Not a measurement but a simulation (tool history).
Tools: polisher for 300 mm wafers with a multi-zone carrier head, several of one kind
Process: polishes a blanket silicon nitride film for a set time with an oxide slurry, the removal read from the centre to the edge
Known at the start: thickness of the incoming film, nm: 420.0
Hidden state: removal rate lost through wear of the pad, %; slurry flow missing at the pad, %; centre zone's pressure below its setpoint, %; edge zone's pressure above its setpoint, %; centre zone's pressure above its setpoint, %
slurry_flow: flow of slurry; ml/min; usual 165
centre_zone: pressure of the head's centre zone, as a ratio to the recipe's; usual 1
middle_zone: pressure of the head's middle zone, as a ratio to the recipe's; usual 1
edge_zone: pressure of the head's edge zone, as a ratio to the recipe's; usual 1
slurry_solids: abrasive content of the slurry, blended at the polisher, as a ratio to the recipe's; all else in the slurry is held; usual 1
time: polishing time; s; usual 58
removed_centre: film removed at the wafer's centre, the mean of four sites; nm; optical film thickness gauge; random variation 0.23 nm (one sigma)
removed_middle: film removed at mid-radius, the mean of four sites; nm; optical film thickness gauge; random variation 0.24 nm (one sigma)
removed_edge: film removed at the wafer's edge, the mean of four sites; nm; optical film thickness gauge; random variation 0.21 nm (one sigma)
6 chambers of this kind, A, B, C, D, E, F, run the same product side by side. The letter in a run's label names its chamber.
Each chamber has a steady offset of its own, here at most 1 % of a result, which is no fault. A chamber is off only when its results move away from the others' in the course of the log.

| run | day | slurry_flow | centre_zone | middle_zone | edge_zone | slurry_solids | time | wafers polished on this pad | hours since the slurry nozzle was cleaned | hours since the centre zone pressure was calibrated | hours since the edge zone pressure was calibrated | removed_centre | removed_middle | removed_edge |
|---|---|---|---|---|---|---|---|---|---|---|---|---|---|---|
| 1D | 0.125 | 165 | 1 | 1 | 1 | 1 | 58 | 1409 | 51.9 | 42.4 | 1019.1 | 25.548 | 25.205 | 25.622 |
|  | 0.162 | chamber D: worn pad replaced by a new one |
| 2C | 0.312 | 165 | 1 | 1 | 1 | 1 | 58 | 318 | 181.8 | 361.4 | 650.2 | 24.925 | 25.221 | 25.315 |
| 3F | 0.496 | 165 | 1 | 1 | 1 | 1 | 58 | 321 | 173.6 | 1043.7 | 151.4 | 25.425 | 25.038 | 25.566 |
|  | 0.512 | chamber F: centre zone pressure recalibrated |
| 4E | 0.604 | 165 | 1 | 1 | 1 | 1 | 58 | 558 | 191.4 | 1187.7 | 766.5 | 24.947 | 25.159 | 25.501 |
| 5A | 0.792 | 165 | 1 | 1 | 1 | 1 | 58 | 539 | 173.6 | 653.6 | 782.5 | 25.539 | 25.157 | 25.372 |
| 6B | 0.942 | 165 | 1 | 1 | 1 | 1 | 58 | 319 | 443.8 | 112.6 | 432.3 | 25.579 | 24.975 | 25.374 |
|  | 1.017 | chamber E: worn pad replaced by a new one |
| 7D | 1.129 | 165 | 1 | 1 | 1 | 1 | 58 | 299 | 76 | 66.5 | 1043.2 | 25.928 | 24.986 | 25.549 |
|  | 1.15 | chamber F: worn pad replaced by a new one |
| 8C | 1.317 | 215 | 1 | 1.1 | 1 | 1 | 58 | 628 | 205.9 | 385.5 | 674.3 | 27.083 | 28.994 | 25.93 |
| 9A | 1.467 | 215 | 1 | 1.1 | 1 | 1 | 58 | 747 | 189.8 | 669.8 | 798.7 | 26.365 | 28.43 | 26.143 |
| 10B | 1.562 | 215 | 1 | 1.1 | 1 | 1 | 58 | 511 | 458.7 | 127.5 | 447.2 | 26.416 | 28.625 | 25.737 |
| 11F | 1.746 | 215 | 1 | 1.1 | 1 | 1 | 58 | 185 | 203.6 | 29.6 | 181.4 | 26.127 | 28.685 | 26.589 |
|  | 1.779 | chamber A: worn pad replaced by a new one |
| 12E | 1.871 | 215 | 1 | 1.1 | 1 | 1 | 58 | 265 | 221.8 | 1218.1 | 796.9 | 26.818 | 28.476 | 26.333 |
| 13D | 2.017 | 215 | 1 | 1.1 | 1 | 1 | 58 | 573 | 97.3 | 87.8 | 1064.5 | 26.842 | 29.016 | 26.1 |
|  | 2.071 | chamber E: centre zone pressure recalibrated |
| 14F | 2.167 | 165 | 1 | 1 | 1 | 1 | 58 | 315 | 213.7 | 39.7 | 191.5 | 25.556 | 24.988 | 25.632 |
| 15B | 2.258 | 165 | 1 | 1 | 0.91 | 1 | 58 | 726 | 475.4 | 144.2 | 463.9 | 25.206 | 25.229 | 23.76 |
| 16A | 2.367 | 165 | 1 | 1 | 0.91 | 1 | 58 | 181 | 211.4 | 691.4 | 820.3 | 25.795 | 24.991 | 24.252 |
| 17C | 2.45 | 165 | 1 | 1 | 0.91 | 1 | 58 | 979 | 233.1 | 412.7 | 701.5 | 26.051 | 25.094 | 24.022 |
| 18E | 2.571 | 165 | 1 | 1 | 0.91 | 1 | 58 | 481 | 238.6 | 12 | 813.7 | 25.258 | 25.772 | 23.934 |
| 19C | 2.721 | 165 | 1 | 1 | 0.91 | 1 | 58 | 1062 | 239.6 | 419.2 | 708 | 26.194 | 24.819 | 24.103 |
|  | 2.746 | chamber C: edge zone pressure recalibrated |
|  | 2.808 | chamber C: worn pad replaced by a new one |
| 20F | 2.896 | 165 | 1 | 1 | 0.91 | 1 | 58 | 540 | 231.2 | 57.2 | 209 | 25.567 | 25.47 | 24.333 |
| 21A | 3.05 | 210 | 1 | 1 | 1 | 1 | 58 | 393 | 227.8 | 707.8 | 836.7 | 26.472 | 26.026 | 26.17 |
|  | 3.092 | chamber E: worn pad replaced by a new one |
| 22D | 3.133 | 210 | 1 | 1 | 1 | 1 | 58 | 919 | 124.1 | 114.6 | 1091.3 | 26.79 | 26.248 | 26.301 |
|  | 3.146 | chamber B: worn pad replaced by a new one |
|  | 3.162 | chamber F: worn pad replaced by a new one |
| 23E | 3.233 | 210 | 1 | 1 | 1 | 1 | 58 | 44 | 254.5 | 27.9 | 829.6 | 26.102 | 26.2 | 26.088 |
| 24B | 3.375 | 210 | 1 | 1 | 1 | 1 | 58 | 72 | 502.2 | 171 | 490.7 | 26.519 | 26.102 | 26.595 |
| 25F | 3.512 | 210 | 1 | 1 | 1 | 1 | 58 | 108 | 246 | 72 | 223.8 | 26.617 | 26.19 | 26.258 |
| 26A | 3.612 | 210 | 1 | 1 | 1 | 1 | 58 | 567 | 241.3 | 721.3 | 850.2 | 26.248 | 26.64 | 26.109 |
| 27E | 3.738 | 165 | 1 | 1 | 1 | 1 | 58 | 199 | 266.6 | 40 | 841.7 | 24.954 | 25.423 | 25.035 |
|  | 3.821 | chamber D: edge zone pressure recalibrated |
| 28D | 3.917 | 165 | 1 | 1.07 | 1 | 1 | 77 | 1161 | 142.9 | 133.4 | 2.4 | 33.938 | 35.38 | 33.674 |
| 29C | 4.033 | 165 | 1 | 1.07 | 1 | 1 | 77 | 379 | 271.1 | 450.7 | 30.9 | 35.275 | 35.522 | 33.723 |
| 30B | 4.162 | 165 | 1 | 1.07 | 1 | 1 | 77 | 315 | 521.1 | 189.9 | 509.6 | 33.76 | 35.582 | 33.725 |
| 31A | 4.271 | 165 | 1 | 1.07 | 1 | 1 | 77 | 770 | 257.1 | 737.1 | 866 | 33.965 | 36.17 | 34.252 |
| 32B | 4.417 | 165 | 1 | 1.07 | 1 | 1 | 77 | 394 | 527.2 | 196 | 515.7 | 33.392 | 35.514 | 34.072 |
| 33C | 4.579 | 165 | 1 | 1.07 | 1 | 1 | 77 | 548 | 284.2 | 463.8 | 44 | 36.165 | 36.441 | 34.061 |
| 34F | 4.704 | 165 | 1 | 1 | 1 | 1 | 58 | 477 | 274.6 | 100.6 | 252.4 | 25.264 | 24.897 | 25.676 |
| 35E | 4.854 | 165 | 0.89 | 1 | 1 | 1 | 58 | 545 | 293.4 | 66.8 | 868.5 | 22.1 | 25.642 | 25.685 |
|  | 4.883 | chamber A: worn pad replaced by a new one |
| 36D | 4.958 | 165 | 0.89 | 1 | 1 | 1 | 58 | 1483 | 167.9 | 158.4 | 27.4 | 22.295 | 25.375 | 25.708 |
|  | 5 | chamber D: worn pad replaced by a new one |
| 37D | 5.05 | 165 | 0.89 | 1 | 1 | 1 | 58 | 15 | 170.1 | 160.6 | 29.6 | 22.473 | 25.443 | 25.328 |
| 38E | 5.133 | 165 | 0.89 | 1 | 1 | 1 | 58 | 631 | 300.1 | 73.5 | 875.2 | 22.234 | 25.41 | 25.329 |
| 39A | 5.279 | 165 | 0.89 | 1 | 1 | 1 | 58 | 122 | 281.3 | 761.3 | 890.2 | 22.513 | 24.995 | 25.398 |

What goes on in this fleet: one chamber off, a drifting gauge, or nothing beyond the chambers' own small offsets? Name the chamber and the cause, if any.

Chamber C drifts away from the others.
Cause: centre zone's pressure above its setpoint, % = 7.51.

Here are 4 candidates for chamber C's next run, each the usual settings with a change, their results left as question marks. Which one brings its results back in line with what the others give on the usual settings?
In line means no further than this from the other chambers' mean on the usual settings: removed_centre 0.79 nm; removed_middle 0.84 nm; removed_edge 0.73 nm
| 40C-1 | 5.417 | 170 | 1.05 | 0.99 | 0.98 | 1 | 58 |  |  |  |  | ? | ? | ? |
| 40C-2 | 5.417 | 155 | 0.89 | 1.02 | 1.04 | 1 | 57 |  |  |  |  | ? | ? | ? |
| 40C-3 | 5.417 | 160 | 0.95 | 1.01 | 1.02 | 1 | 58 |  |  |  |  | ? | ? | ? |
| 40C-4 | 5.417 | 175 | 1.11 | 0.98 | 0.96 | 1 | 59 |  |  |  |  | ? | ? | ? |

The other chambers' mean on the usual settings: removed_centre 25.422 nm; removed_middle 25.258 nm; removed_edge 25.446 nm
| run | removed_centre | removed_middle | removed_edge |
|---|---|---|---|
| 40C-1 | 29.112 | 25.273 | 25.196 |
| 40C-2 | 23.46 | 25.136 | 25.224 |
| 40C-3 | 25.806 | 25.485 | 25.518 |
| 40C-4 | 31.615 | 25.585 | 25.456 |
40C-3 brings the chamber back in line.
